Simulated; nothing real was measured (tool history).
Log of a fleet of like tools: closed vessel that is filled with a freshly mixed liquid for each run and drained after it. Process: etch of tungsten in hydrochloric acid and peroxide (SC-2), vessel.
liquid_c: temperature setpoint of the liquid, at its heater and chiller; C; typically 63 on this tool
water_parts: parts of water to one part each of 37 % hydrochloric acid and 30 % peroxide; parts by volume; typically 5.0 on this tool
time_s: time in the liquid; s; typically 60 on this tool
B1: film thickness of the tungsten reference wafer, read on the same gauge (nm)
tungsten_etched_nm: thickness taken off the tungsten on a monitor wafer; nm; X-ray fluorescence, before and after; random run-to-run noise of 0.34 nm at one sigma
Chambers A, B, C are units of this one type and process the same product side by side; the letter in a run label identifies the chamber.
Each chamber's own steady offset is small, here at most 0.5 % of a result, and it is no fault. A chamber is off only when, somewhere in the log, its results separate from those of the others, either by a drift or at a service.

{"run": "1B", "hour": 5.2, "liquid_c": 63, "water_parts": 5.0, "time_s": 60, "B1": 130.0, "tungsten_etched_nm": 44.477}
{"run": "2A", "hour": 13.0, "liquid_c": 63, "water_parts": 5.0, "time_s": 60, "B1": 130.02, "tungsten_etched_nm": 44.636}
{"run": "3C", "hour": 21.0, "liquid_c": 63, "water_parts": 5.0, "time_s": 60, "B1": 130.0, "tungsten_etched_nm": 44.354}
{"run": "4C", "hour": 27.1, "liquid_c": 63, "water_parts": 5.0, "time_s": 60, "B1": 130.01, "tungsten_etched_nm": 44.05}
{"run": "5B", "hour": 32.3, "liquid_c": 63, "water_parts": 5.0, "time_s": 60, "B1": 129.99, "tungsten_etched_nm": 44.05}
{"hour": 38.3, "done": "chamber B: chemicals flow meter replaced"}
{"run": "6A", "hour": 38.7, "liquid_c": 63, "water_parts": 5.0, "time_s": 60, "B1": 129.99, "tungsten_etched_nm": 44.083}
{"run": "7A", "hour": 48.0, "liquid_c": 63, "water_parts": 5.0, "time_s": 60, "B1": 129.99, "tungsten_etched_nm": 44.96}
{"run": "8B", "hour": 57.5, "liquid_c": 63, "water_parts": 5.0, "time_s": 60, "B1": 130.0, "tungsten_etched_nm": 44.553}
{"run": "9C", "hour": 65.1, "liquid_c": 57, "water_parts": 6.5, "time_s": 60, "B1": 129.98, "tungsten_etched_nm": 25.151}
{"run": "10A", "hour": 76.7, "liquid_c": 57, "water_parts": 6.5, "time_s": 60, "B1": 129.99, "tungsten_etched_nm": 24.934}
{"run": "11B", "hour": 86.5, "liquid_c": 57, "water_parts": 6.5, "time_s": 60, "B1": 130.01, "tungsten_etched_nm": 24.98}
{"run": "12C", "hour": 94.1, "liquid_c": 63, "water_parts": 5.0, "time_s": 60, "B1": 130.01, "tungsten_etched_nm": 44.531}
{"run": "13C", "hour": 100.1, "liquid_c": 63, "water_parts": 5.0, "time_s": 60, "B1": 130.01, "tungsten_etched_nm": 44.489}
{"run": "14A", "hour": 111.0, "liquid_c": 63, "water_parts": 5.0, "time_s": 60, "B1": 130.0, "tungsten_etched_nm": 44.777}
{"run": "15B", "hour": 120.3, "liquid_c": 63, "water_parts": 5.0, "time_s": 60, "B1": 130.01, "tungsten_etched_nm": 44.31}
{"run": "16B", "hour": 131.2, "liquid_c": 63, "water_parts": 5.0, "time_s": 60, "B1": 130.0, "tungsten_etched_nm": 45.0}
{"run": "17C", "hour": 136.5, "liquid_c": 63, "water_parts": 5.0, "time_s": 60, "B1": 129.99, "tungsten_etched_nm": 44.087}
{"run": "18A", "hour": 146.2, "liquid_c": 63, "water_parts": 5.0, "time_s": 60, "B1": 129.99, "tungsten_etched_nm": 44.382}
{"run": "19C", "hour": 155.3, "liquid_c": 63, "water_parts": 5.0, "time_s": 60, "B1": 130.01, "tungsten_etched_nm": 44.315}
{"run": "20B", "hour": 163.8, "liquid_c": 63, "water_parts": 5.0, "time_s": 60, "B1": 130.0, "tungsten_etched_nm": 44.085}
{"run": "21A", "hour": 172.5, "liquid_c": 63, "water_parts": 5.0, "time_s": 60, "B1": 130.0, "tungsten_etched_nm": 44.953}
{"run": "22C", "hour": 178.3, "liquid_c": 63, "water_parts": 5.0, "time_s": 60, "B1": 130.01, "tungsten_etched_nm": 43.432}

One chamber off, gauge drift, or nothing amiss beyond the chambers' own small offsets? If it is a chamber, which one, and what is the likeliest cause?

Neither any chamber nor the gauge drifts; the chambers differ only by their own small, steady offsets.

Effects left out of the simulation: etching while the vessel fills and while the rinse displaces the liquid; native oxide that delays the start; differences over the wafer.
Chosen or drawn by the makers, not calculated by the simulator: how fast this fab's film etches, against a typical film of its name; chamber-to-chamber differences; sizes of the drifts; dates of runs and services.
